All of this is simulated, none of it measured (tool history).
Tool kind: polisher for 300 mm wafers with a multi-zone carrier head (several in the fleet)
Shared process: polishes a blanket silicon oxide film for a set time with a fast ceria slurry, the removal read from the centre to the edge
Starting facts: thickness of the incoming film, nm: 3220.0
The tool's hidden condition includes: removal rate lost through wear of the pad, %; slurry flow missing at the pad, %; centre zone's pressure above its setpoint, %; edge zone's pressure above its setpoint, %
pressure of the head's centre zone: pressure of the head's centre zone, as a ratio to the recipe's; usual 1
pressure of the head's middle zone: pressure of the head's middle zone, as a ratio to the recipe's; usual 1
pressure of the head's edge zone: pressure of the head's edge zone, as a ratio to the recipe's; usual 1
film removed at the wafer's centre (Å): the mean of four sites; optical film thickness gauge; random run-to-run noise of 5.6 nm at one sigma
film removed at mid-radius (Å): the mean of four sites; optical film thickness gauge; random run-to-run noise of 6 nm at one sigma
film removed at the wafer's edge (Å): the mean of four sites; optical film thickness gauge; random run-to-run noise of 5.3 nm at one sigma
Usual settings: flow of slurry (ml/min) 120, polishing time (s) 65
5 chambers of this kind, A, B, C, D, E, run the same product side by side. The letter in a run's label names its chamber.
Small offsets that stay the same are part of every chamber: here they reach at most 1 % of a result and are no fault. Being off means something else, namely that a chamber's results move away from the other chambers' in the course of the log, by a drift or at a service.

run   hour  flow of slurry (ml/min)  pressure of the head's centre zone  pressure of the head's middle zone  pressure of the head's edge zone  polishing time (s)  wafers polished on this pad  hours since the slurry nozzle was cleaned  hours since the centre zone pressure was calibrated  hours since the edge zone pressure was calibrated  film removed at the wafer's centre (Å)  film removed at mid-radius (Å)  film removed at the wafer's edge (Å)
 1A    5.6                      120                                   1                                   1                                 1                  65                         1028                                      306.5                                               1000.1                                              370.9                                  4490.5                          4361.4                                  4471
       6.3  -- chamber D: worn pad replaced by a new one
 2E   10.2                      120                                   1                                   1                                 1                  65                         1374                                      323.7                                                634.9                                              111.4                                    4524                          4594.6                                4447.5
 3D   13.8                      120                                   1                                   1                                 1                  65                           99                                      286.8                                                597.7                                              337.5                                  4506.6                          4533.8                                4441.7
      14.1  -- chamber E: worn pad replaced by a new one
 4B   17.3                      120                                   1                                   1                                 1                  65                          382                                      137.5                                                247.6                                              121.9                                    4473                          4449.1                                4488.7
 5C   20.8                      120                                   1                                   1                                 1                  65                         1127                                       33.4                                                620.3                                              706.6                                  4524.7                          4524.9                                4484.4
 6C   26.4                      120                                   1                                   1                                 1                  65                         1202                                         39                                                625.9                                              712.2                                  4490.1                          4516.4                                  4520
 7D   30.4                      120                                   1                                   1                                 1                  65                          320                                      303.4                                                614.3                                              354.1                                  4528.2                          4497.6                                4543.5
      31.2  -- chamber C: worn pad replaced by a new one
 8E   34.4                      120                                   1                                   1                                 1                  65                          270                                      347.9                                                659.1                                              135.6                                    4446                          4577.2                                4454.2
      37.1  -- chamber A: worn pad replaced by a new one
 9A   40.3                      120                                   1                                   1                                 1                  65                           42                                      341.2                                               1034.8                                              405.6                                  4488.8                          4501.7                                4479.8
10B   44.6                      120                                   1                                   1                                 1                  65                          745                                      164.8                                                274.9                                              149.2                                  4492.2                          4446.6                                4434.1
11D   48.6                      120                                   1                                   1                                 1                  65                          563                                      321.6                                                632.5                                              372.3                                  4487.2                          4419.7                                4501.4
12B   52.9                      120                                   1                                   1                                 1                  65                          856                                      173.1                                                283.2                                              157.5                                  4516.4                          4477.3                                4374.1
13C   56.7                      145                                   1                                   1                                 1                  65                          339                                       69.3                                                656.2                                              742.5                                  4711.2                          4684.4                                4759.7
      61.4  -- chamber B: worn pad replaced by a new one
14A   62.3                      145                                   1                                   1                                 1                  65                          335                                      363.2                                               1056.8                                              427.6                                  4724.8                          4678.4                                4542.7
15E   65.6                      145                                   1                                   1                                 1                  65                          685                                      379.1                                                690.3                                              166.8                                  4714.8                          4813.6                                4566.2
      66.5  -- chamber D: worn pad replaced by a new one
16A   71.1                      145                                   1                                   1                                 1                  65                          452                                        372                                               1065.6                                              436.4                                  4701.8                          4591.5                                  4626
17E     74                      145                                   1                                   1                                 1                  65                          797                                      387.5                                                698.7                                              175.2                                  4678.8                          4773.3                                4536.4
18B   76.8                      120                                   1                                   1                                 1                  65                          205                                        197                                                307.1                                              181.4                                    4413                          4502.8                                4374.1
19C   81.2                      120                                   1                                   1                                 1                  65                          665                                       93.8                                                680.7                                                767                                  4664.2                          4525.7                                4601.5
20D   87.1                      120                                   1                                   1                                 1                  65                          275                                      360.1                                                  671                                              410.8                                  4522.4                          4423.3                                  4430
21D   92.2                      155                                   1                                   1                                 1                  65                          342                                      365.2                                                676.1                                              415.9                                  4805.1                          4695.4                                4733.9
22B   95.9                      155                                   1                                   1                                 1                  65                          460                                      216.1                                                326.2                                              200.5                                  4747.8                          4563.5                                4603.2
23A   99.3                      155                                   1                                   1                                 1                  65                          828                                      400.2                                               1093.8                                              464.6                                  4742.1                            4699                                4599.6
24E  102.4                      155                                   1                                   1                                 1                  65                         1175                                      415.9                                                727.1                                              203.6                                  4927.2                          4832.4                                4521.7
     105.3  -- chamber E: centre zone pressure recalibrated
25C  105.3                      155                                   1                                   1                                 1                  65                          986                                      117.9                                                704.8                                              791.1                                  4960.2                          4702.6                                4648.5
26A  108.4                      120                                   1                                   1                                 1                  65                          949                                      409.3                                               1102.9                                              473.7                                  4427.3                          4433.4                                4476.4
27E  112.1                      120                                   1                                   1                                 1                  65                         1304                                      425.6                                                  6.9                                              213.3                                  4462.5                          4615.4                                4511.2
     116.8  -- chamber E: worn pad replaced by a new one
28C  117.2                      120                                   1                                   1                                 1                  65                         1144                                      129.8                                                716.7                                                803                                  4676.4                          4406.9                                4508.2
     120.3  -- chamber A: edge zone pressure recalibrated
29B  120.3                      120                                   1                                   1                                 1                  65                          784                                      240.5                                                350.6                                              224.9                                  4469.7                          4384.8                                4418.1
     122.2  -- chamber B: worn pad replaced by a new one
30D  125.6                      120                                   1                                   1                                 1                  65                          787                                      398.6                                                709.5                                              449.3                                  4560.9                          4588.8                                4424.8
31A  130.9                      120                                   1                                   1                                 1                  65                         1248                                      431.8                                               1125.4                                               10.7                                  4391.4                          4475.1                                4510.1
32E  136.6                      135                                   1                                   1                                 1                  65                          263                                      450.1                                                 31.4                                              237.8                                  4661.4                          4783.6                                4519.5
33B  141.4                      135                                   1                                   1                                 1                  65                          255                                      261.6                                                371.7                                                246                                  4625.8                          4631.5                                4552.8
34C  144.3                      135                                   1                                   1                                 1                  65                         1505                                      156.9                                                743.8                                              830.1                                  5110.3                          4467.9                                4579.1

For the next run the whole fleet of 5 chambers uses the same settings. Give each chamber's results:
35A  148.6                      120                                0.95                                   1                                 1                  65                                                                                                                                                                                                                       ?                               ?                                     ?
35B  148.6                      120                                0.95                                   1                                 1                  65                                                                                                                                                                                                                       ?                               ?                                     ?
35C  148.6                      120                                0.95                                   1                                 1                  65                                                                                                                                                                                                                       ?                               ?                                     ?
35D  148.6                      120                                0.95                                   1                                 1                  65                                                                                                                                                                                                                       ?                               ?                                     ?
35E  148.6                      120                                0.95                                   1                                 1                  65                                                                                                                                                                                                                       ?                               ?                                     ?

run  film removed at the wafer's centre (Å)  film removed at mid-radius (Å)  film removed at the wafer's edge (Å)
35A                                  4277.9                          4390.6                                4491.5
35B                                  4250.6                          4450.8                                4401.8
35C                                  4596.4                            4556                                4548.1
35D                                  4384.2                          4548.8                                4432.2
35E                                  4248.7                            4533                                4535.2

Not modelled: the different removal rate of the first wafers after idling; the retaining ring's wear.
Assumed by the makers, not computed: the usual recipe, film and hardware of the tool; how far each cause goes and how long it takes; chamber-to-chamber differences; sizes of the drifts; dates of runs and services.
